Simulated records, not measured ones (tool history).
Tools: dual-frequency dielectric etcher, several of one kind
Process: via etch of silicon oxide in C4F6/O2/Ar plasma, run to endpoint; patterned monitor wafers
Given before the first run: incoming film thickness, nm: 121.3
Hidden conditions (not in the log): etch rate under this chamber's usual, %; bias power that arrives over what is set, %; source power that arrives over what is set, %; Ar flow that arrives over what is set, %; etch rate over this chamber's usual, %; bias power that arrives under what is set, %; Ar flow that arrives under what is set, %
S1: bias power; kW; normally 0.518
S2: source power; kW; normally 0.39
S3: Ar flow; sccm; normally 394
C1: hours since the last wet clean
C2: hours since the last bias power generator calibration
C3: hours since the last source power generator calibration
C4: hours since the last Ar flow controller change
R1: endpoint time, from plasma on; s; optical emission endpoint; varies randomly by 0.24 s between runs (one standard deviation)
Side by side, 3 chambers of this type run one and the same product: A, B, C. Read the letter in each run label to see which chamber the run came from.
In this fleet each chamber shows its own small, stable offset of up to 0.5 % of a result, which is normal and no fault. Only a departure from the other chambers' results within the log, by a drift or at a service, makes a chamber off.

run,hour,S1,S2,S3,C1,C2,C3,C4,R1
1A,11.1,0.518,0.39,394,379.4,880.8,1869.3,3623.9,27.028
2C,17,0.518,0.39,394,78,104.4,1574.7,3303.5,27.281
3B,25.5,0.518,0.39,394,161.5,94.6,522.3,682,26.969
4A,35.3,0.518,0.39,394,403.6,905,1893.5,3648.1,27.492
5B,40.7,0.518,0.39,394,176.7,109.8,537.5,697.2,27.743
6C,47.3,0.633,0.39,359,108.3,134.7,1605,3333.8,25.244
7A,55.4,0.633,0.39,359,423.7,925.1,1913.6,3668.2,25.414
8C,63.1,0.633,0.39,359,124.1,150.5,1620.8,3349.6,25.345
9B,74.6,0.518,0.39,394,210.6,143.7,571.4,731.1,27.584
10B,85.3,0.518,0.46,394,221.3,154.4,582.1,741.8,26.339
11A,94.7,0.518,0.46,394,463,964.4,1952.9,3707.5,26.249
12C,100.7,0.518,0.46,394,161.7,188.1,1658.4,3387.2,25.574
13C,108.2,0.518,0.39,394,169.2,195.6,1665.9,3394.7,27.577
14A,116.6,0.518,0.39,394,484.9,986.3,1974.8,3729.4,27.545
15B,122.1,0.518,0.39,394,258.1,191.2,618.9,778.6,27.518
16A,130.1,0.518,0.39,394,498.4,999.8,1988.3,3742.9,27.414
17B,137,0.518,0.39,394,273,206.1,633.8,793.5,27.193
18C,148,0.518,0.39,394,209,235.4,1705.7,3434.5,27.472
19B,155.3,0.518,0.39,394,291.3,224.4,652.1,811.8,27.427
20C,164.9,0.518,0.39,356,225.9,252.3,1722.6,3451.4,27.012
21A,174,0.518,0.39,356,542.3,1043.7,2032.2,3786.8,27.181
22A,185.3,0.518,0.39,356,553.6,1055,2043.5,3798.1,27.271
23C,193.7,0.518,0.39,394,254.7,281.1,1751.4,3480.2,27.339
24B,203.6,0.518,0.39,394,339.6,272.7,700.4,860.1,27.119
25A,215.1,0.518,0.39,394,583.4,1084.8,2073.3,3827.9,27.808

The same settings go to every chamber for the next run, one line per chamber below. Forecast the results for each:
26A,223.5,0.518,0.39,394,,,,,?
26B,223.5,0.518,0.39,394,,,,,?
26C,223.5,0.518,0.39,394,,,,,?

run,R1
26A,27.569
26B,27.303
26C,27.505

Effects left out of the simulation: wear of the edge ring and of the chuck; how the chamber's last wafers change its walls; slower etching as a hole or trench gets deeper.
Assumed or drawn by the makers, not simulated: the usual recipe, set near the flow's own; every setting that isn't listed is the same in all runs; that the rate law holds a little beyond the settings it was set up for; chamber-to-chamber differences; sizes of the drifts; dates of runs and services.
